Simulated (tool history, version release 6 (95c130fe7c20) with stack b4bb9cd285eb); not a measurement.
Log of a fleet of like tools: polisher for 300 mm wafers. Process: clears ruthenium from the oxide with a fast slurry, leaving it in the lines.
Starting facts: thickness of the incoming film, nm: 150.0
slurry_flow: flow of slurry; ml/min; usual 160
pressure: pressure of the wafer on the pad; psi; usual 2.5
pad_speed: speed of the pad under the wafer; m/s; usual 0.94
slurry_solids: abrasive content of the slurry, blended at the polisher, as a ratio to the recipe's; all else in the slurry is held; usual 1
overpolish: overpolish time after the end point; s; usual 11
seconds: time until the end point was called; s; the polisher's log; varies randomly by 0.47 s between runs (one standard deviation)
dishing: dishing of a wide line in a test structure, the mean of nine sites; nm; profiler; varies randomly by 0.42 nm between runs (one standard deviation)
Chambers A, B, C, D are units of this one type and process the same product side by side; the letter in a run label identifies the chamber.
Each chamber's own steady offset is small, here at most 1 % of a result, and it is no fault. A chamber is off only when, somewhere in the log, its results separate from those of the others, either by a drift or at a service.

run   hour  slurry_flow  pressure  pad_speed  slurry_solids  overpolish  wafers polished on this pad  hours since the slurry nozzle was cleaned  hours since the head pressure was calibrated  hours since the slurry blender was calibrated  seconds  dishing
 1D    6.2          160       2.5       0.94              1          11                         1037                                       36.4                                          16.9                                           77.4    36.73   37.665
 2A     12          160       2.5       0.94              1          11                          496                                      591.7                                         420.2                                          223.8   37.755   36.933
 3C   18.8          160       2.5       0.94              1          11                          881                                      449.4                                         633.7                                          230.6   38.162   37.226
      20.8  -- chamber D: worn pad replaced by a new one
 4B   25.1          160       2.5       0.94              1          11                          620                                      378.9                                         543.3                                          145.8   37.976   37.446
 5D   33.3          160       2.5       0.94              1          11                          126                                       63.5                                            44                                          104.5   37.526   37.576
 6A   39.5          160       2.5       0.94              1          11                          773                                      619.2                                         447.7                                          251.3   36.998   36.431
 7C   48.1          160       2.5       0.94              1          11                         1176                                      478.7                                           663                                          259.9   38.157   36.935
      52.2  -- chamber B: worn pad replaced by a new one
 8B   52.6          160       2.5       0.94              1          11                            4                                      406.4                                         570.8                                          173.3   37.782   37.394
 9C   56.7          160       2.5       0.94              1          11                         1262                                      487.3                                         671.6                                          268.5   37.146     37.3
      60.9  -- chamber C: slurry blender recalibrated
10D   63.2          160       2.5       0.94              1          11                          426                                       93.4                                          73.9                                          134.4   37.566   36.685
      65.6  -- chamber A: worn pad replaced by a new one
      68.6  -- chamber A: slurry nozzle cleaned
11A     70          160       2.5       0.94              1          11                           45                                        1.4                                         478.2                                          281.8    37.27   36.942
12B   74.6          205       2.5       0.94              1          11                          225                                      428.4                                         592.8                                          195.3   36.739    38.61
      78.7  -- chamber B: slurry nozzle cleaned
      79.1  -- chamber C: worn pad replaced by a new one
13A   81.4          205       2.5       0.94              1          11                          159                                       12.8                                         489.6                                          293.2   35.852   37.991
14D   86.2          205       2.5       0.94              1          11                          658                                      116.4                                          96.9                                          157.4     35.8   37.479
15B   94.3          205       2.5       0.94              1          11                          423                                       15.7                                         612.5                                            215   36.751   38.192
      98.3  -- chamber B: slurry blender recalibrated
16C  100.2          160       2.5       0.94              1          11                          212                                      530.8                                         715.1                                           39.4   37.063   36.982
17D  106.9          160       2.5       0.94              1          11                          866                                      137.1                                         117.6                                          178.1   39.276   36.175
18B  111.5          160       2.5       0.94              1          11                          596                                       32.9                                         629.7                                           13.3   37.061   36.807
19C  118.6          160       2.5       0.94              1          11                          397                                      549.2                                         733.5                                           57.8   37.519    37.45
20A    127          160       2.5       0.94              1          11                          617                                       58.4                                         535.2                                          338.8   38.427   37.434
     129.3  -- chamber B: worn pad replaced by a new one
21C  131.3          160       2.5       0.94              1          11                          524                                      561.9                                         746.2                                           70.5   37.304   37.079
22A  135.4          160       2.5       0.94              1          11                          702                                       66.8                                         543.6                                          347.2   36.995   37.022
23D    142          160       2.5       0.94              1          11                         1218                                      172.2                                         152.7                                          213.2   39.938   35.047
24B  147.8          160       3.1       0.94              1          11                          186                                       69.2                                           666                                           49.6   30.657   45.855
     151.9  -- chamber D: worn pad replaced by a new one
25C  156.1          160       3.1       0.94              1          11                          774                                      586.7                                           771                                           95.3   29.905   45.856
26D  162.4          160       3.1       0.94              1          11                          106                                      192.6                                         173.1                                          233.6   32.661   42.815
27B  170.3          160       3.1       0.94              1          11                          412                                       91.7                                         688.5                                           72.1   30.731   46.415
28A  176.4          160       2.5       0.94              1          11                         1114                                      107.8                                         584.6                                          388.2   37.021   37.071

All chambers now run identical settings, listed one chamber a line with results as question marks. What results will each chamber show?
29A  182.6          160       2.5       0.94              1          11                                                                                                                                                                             ?        ?
29B  182.6          160       2.5       0.94              1          11                                                                                                                                                                             ?        ?
29C  182.6          160       2.5       0.94              1          11                                                                                                                                                                             ?        ?
29D  182.6          160       2.5       0.94              1          11                                                                                                                                                                             ?        ?

run  seconds  dishing
29A   37.374   36.888
29B   37.958   37.694
29C   38.346   37.356
29D   41.264   34.398

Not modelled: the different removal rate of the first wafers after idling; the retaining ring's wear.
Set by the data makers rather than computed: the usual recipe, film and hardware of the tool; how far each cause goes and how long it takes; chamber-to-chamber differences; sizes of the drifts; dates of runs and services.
